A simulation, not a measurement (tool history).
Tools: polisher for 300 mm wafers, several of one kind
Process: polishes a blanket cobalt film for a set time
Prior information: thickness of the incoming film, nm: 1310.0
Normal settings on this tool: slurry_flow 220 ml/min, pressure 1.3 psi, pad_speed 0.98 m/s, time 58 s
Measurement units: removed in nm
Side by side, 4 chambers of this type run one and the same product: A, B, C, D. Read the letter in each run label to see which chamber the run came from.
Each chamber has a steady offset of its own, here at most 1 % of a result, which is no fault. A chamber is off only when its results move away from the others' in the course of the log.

Run 1A, hour 7.1: usual settings. Result: removed 198.31 nm.
At hour 20.9: chamber C: head pressure recalibrated.
At hour 22: chamber C: worn pad replaced by a new one.
Run 2D, hour 22.1: usual settings. Result: removed 199.87 nm.
Run 3B, hour 36.6: usual settings. Result: removed 199.99 nm.
Run 4C, hour 47.2: usual settings. Result: removed 198.21 nm.
Run 5A, hour 61.4: usual settings. Result: removed 199.26 nm.
Run 6C, hour 76.6: usual settings. Result: removed 195.14 nm.
At hour 81.8: chamber A: worn pad replaced by a new one.
At hour 82.4: chamber B: worn pad replaced by a new one.
Run 7B, hour 85.5: usual settings. Result: removed 199.94 nm.
At hour 90.2: chamber C: worn pad replaced by a new one.
Run 8D, hour 96.6: usual settings. Result: removed 195.46 nm.
Run 9D, hour 106.7: usual settings but slurry_flow 275 ml/min. Result: removed 201.41 nm.
Run 10C, hour 122: usual settings but slurry_flow 275 ml/min. Result: removed 201.57 nm.
At hour 125.1: chamber A: head pressure recalibrated.
Run 11B, hour 130: usual settings but slurry_flow 275 ml/min. Result: removed 205.35 nm.
Run 12A, hour 144.8: usual settings but slurry_flow 275 ml/min. Result: removed 200.96 nm.
At hour 148.3: chamber D: slurry nozzle cleaned.
Run 13B, hour 156.1: usual settings. Result: removed 198.24 nm.
At hour 160: chamber C: worn pad replaced by a new one.
At hour 165.7: chamber B: worn pad replaced by a new one.
Run 14C, hour 165.7: usual settings. Result: removed 197.22 nm.
At hour 172.7: chamber A: worn pad replaced by a new one.
Run 15A, hour 175.2: usual settings. Result: removed 198.42 nm.
At hour 183.2: chamber D: head pressure recalibrated.
Run 16D, hour 189.2: usual settings. Result: removed 194.05 nm.
Run 17C, hour 202.4: usual settings but time 49 s. Result: removed 166.82 nm.
Run 18D, hour 211.4: usual settings but time 49 s. Result: removed 162.55 nm.
Run 19A, hour 218.9: usual settings but time 49 s. Result: removed 166.54 nm.
Run 20B, hour 234.2: usual settings but time 49 s. Result: removed 168.74 nm.
At hour 239.4: chamber C: worn pad replaced by a new one.
At hour 245.4: chamber C: slurry nozzle cleaned.
Run 21B, hour 248.4: usual settings. Result: removed 197.52 nm.
At hour 248.5: chamber B: worn pad replaced by a new one.
At hour 251.1: chamber A: worn pad replaced by a new one.
Run 22A, hour 259.6: usual settings but slurry_flow 245 ml/min, pad_speed 0.66 m/s. Result: removed 136.9 nm.
At hour 269.5: chamber B: head pressure recalibrated.
Run 23D, hour 274.9: usual settings but slurry_flow 245 ml/min, pad_speed 0.66 m/s. Result: removed 129.66 nm.
Run 24C, hour 286: usual settings but slurry_flow 245 ml/min, pad_speed 0.66 m/s. Result: removed 133.53 nm.
Run 25C, hour 300.4: usual settings but slurry_flow 245 ml/min, pad_speed 0.66 m/s. Result: removed 133.49 nm.
At hour 308.3: chamber C: worn pad replaced by a new one.
Run 26D, hour 311.7: usual settings. Result: removed 188.39 nm.
At hour 320: chamber B: worn pad replaced by a new one.
Run 27B, hour 325: usual settings. Result: removed 197.97 nm.
Run 28A, hour 339.4: usual settings. Result: removed 198.77 nm.
At hour 346: chamber A: worn pad replaced by a new one.
Run 29D, hour 350.6: usual settings. Result: removed 184.66 nm.
Run 30C, hour 357.8: usual settings. Result: removed 197.83 nm.
Run 31A, hour 371.8: usual settings but pad_speed 1.3 m/s. Result: removed 261.63 nm.
Run 32B, hour 383.6: usual settings but pad_speed 1.3 m/s. Result: removed 264.84 nm.

Which is it: a chamber that has drifted or been left off by a service, a gauge drift common to all chambers, or only each chamber's usual small offset? If a chamber is off, name it and its likeliest cause.

One chamber, D, drifts off from the rest bit by bit.
Cause: removal rate lost through wear of the pad, % = 6.4.

Here are 4 candidates for chamber D's next run, each the usual settings with a change, their results left as question marks. Which one brings its results back in line with what the others give on the usual settings?
In line means no further than this from the other chambers' mean on the usual settings: removed 5.5 nm
Run 33D-1, hour 395.1: usual settings but pad_speed 1 m/s. Result: removed ?.
Run 33D-2, hour 395.1: usual settings but pad_speed 0.94 m/s, time 56 s. Result: removed ?.
Run 33D-3, hour 395.1: usual settings but time 62 s. Result: removed ?.
Run 33D-4, hour 395.1: usual settings but slurry_flow 180 ml/min. Result: removed ?.

Mean of the other chambers on the usual settings: removed 198.66 nm
  run  removed
33D-1   188.69
33D-2   171.09
33D-3   197.61
33D-4   179.79
Change 33D-3 lands the chamber within the allowed miss of the other chambers.
